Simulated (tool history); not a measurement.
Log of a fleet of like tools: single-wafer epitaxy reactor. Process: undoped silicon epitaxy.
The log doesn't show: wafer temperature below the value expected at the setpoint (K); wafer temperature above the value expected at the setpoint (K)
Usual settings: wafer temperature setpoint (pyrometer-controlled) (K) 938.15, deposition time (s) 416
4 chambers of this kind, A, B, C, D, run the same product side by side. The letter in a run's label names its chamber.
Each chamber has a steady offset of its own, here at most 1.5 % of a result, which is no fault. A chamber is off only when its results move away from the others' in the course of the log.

run   hour  wafer temperature setpoint (pyrometer-controlled) (K)  deposition time (s)  hours since the last pyrometer calibration  read-back reference wafer on the same gauge, thickness_nm  mean film thickness on the monitor wafer (Å)
 1A    6.8                                                 938.15                  416                                      1770.1                                                     89.496                                        966.20
 2D   14.4                                                 938.15                  416                                      1780.5                                                     89.583                                        970.31
 3B   20.1                                                 938.15                  416                                       820.1                                                     89.459                                        949.74
 4C   25.7                                                 938.15                  416                                       729.1                                                     89.588                                        969.81
 5A   34.9                                                 938.15                  416                                      1798.2                                                     89.589                                        965.57
 6B   41.9                                                 938.15                  416                                       841.9                                                     89.679                                        951.93
 7C   52.7                                                 938.15                  416                                       756.1                                                     89.673                                        959.75
 8D   62.2                                                 938.15                  416                                      1828.3                                                     89.483                                        964.51
 9C   73.0                                                 948.15                  366                                       776.4                                                     89.625                                       1041.00
10D   83.5                                                 948.15                  366                                      1849.6                                                     89.532                                       1044.10
11A   91.5                                                 948.15                  366                                      1854.8                                                     89.521                                       1039.60
12B   97.2                                                 948.15                  366                                       897.2                                                     89.612                                       1030.40
13A  103.4                                                 938.15                  416                                      1866.7                                                     89.621                                        970.65
     111.3  -- chamber D: pyrometer calibrated
14D  113.7                                                 938.15                  416                                         2.5                                                     89.558                                        962.88
15B  122.3                                                 938.15                  416                                       922.3                                                     89.571                                        955.64
16C  131.4                                                 949.15                  345                                       834.8                                                     89.671                                       1006.70
17B  139.4                                                 949.15                  345                                       939.4                                                     89.572                                       1000.20
18A  145.7                                                 949.15                  345                                      1909.0                                                     89.556                                       1013.80
19D  153.9                                                 949.15                  345                                        42.7                                                     89.604                                        999.74
20C  162.8                                                 938.15                  416                                       866.2                                                     89.588                                        968.40
21D  168.5                                                 928.15                  416                                        57.3                                                     89.617                                        776.07
22B  175.5                                                 928.15                  416                                       975.5                                                     89.613                                        771.66
23C  185.2                                                 928.15                  416                                       888.6                                                     89.651                                        784.01
24A  192.0                                                 928.15                  416                                      1955.3                                                     89.635                                        782.15
     192.4  -- chamber A: pyrometer calibrated
25A  197.3                                                 938.15                  416                                         5.0                                                     89.591                                        965.05

What goes on in this fleet: one chamber off, a drifting gauge, or nothing beyond the chambers' own small offsets? Name the chamber and the cause, if any.

No chamber stands off beyond its own small offset, and the gauge holds steady.

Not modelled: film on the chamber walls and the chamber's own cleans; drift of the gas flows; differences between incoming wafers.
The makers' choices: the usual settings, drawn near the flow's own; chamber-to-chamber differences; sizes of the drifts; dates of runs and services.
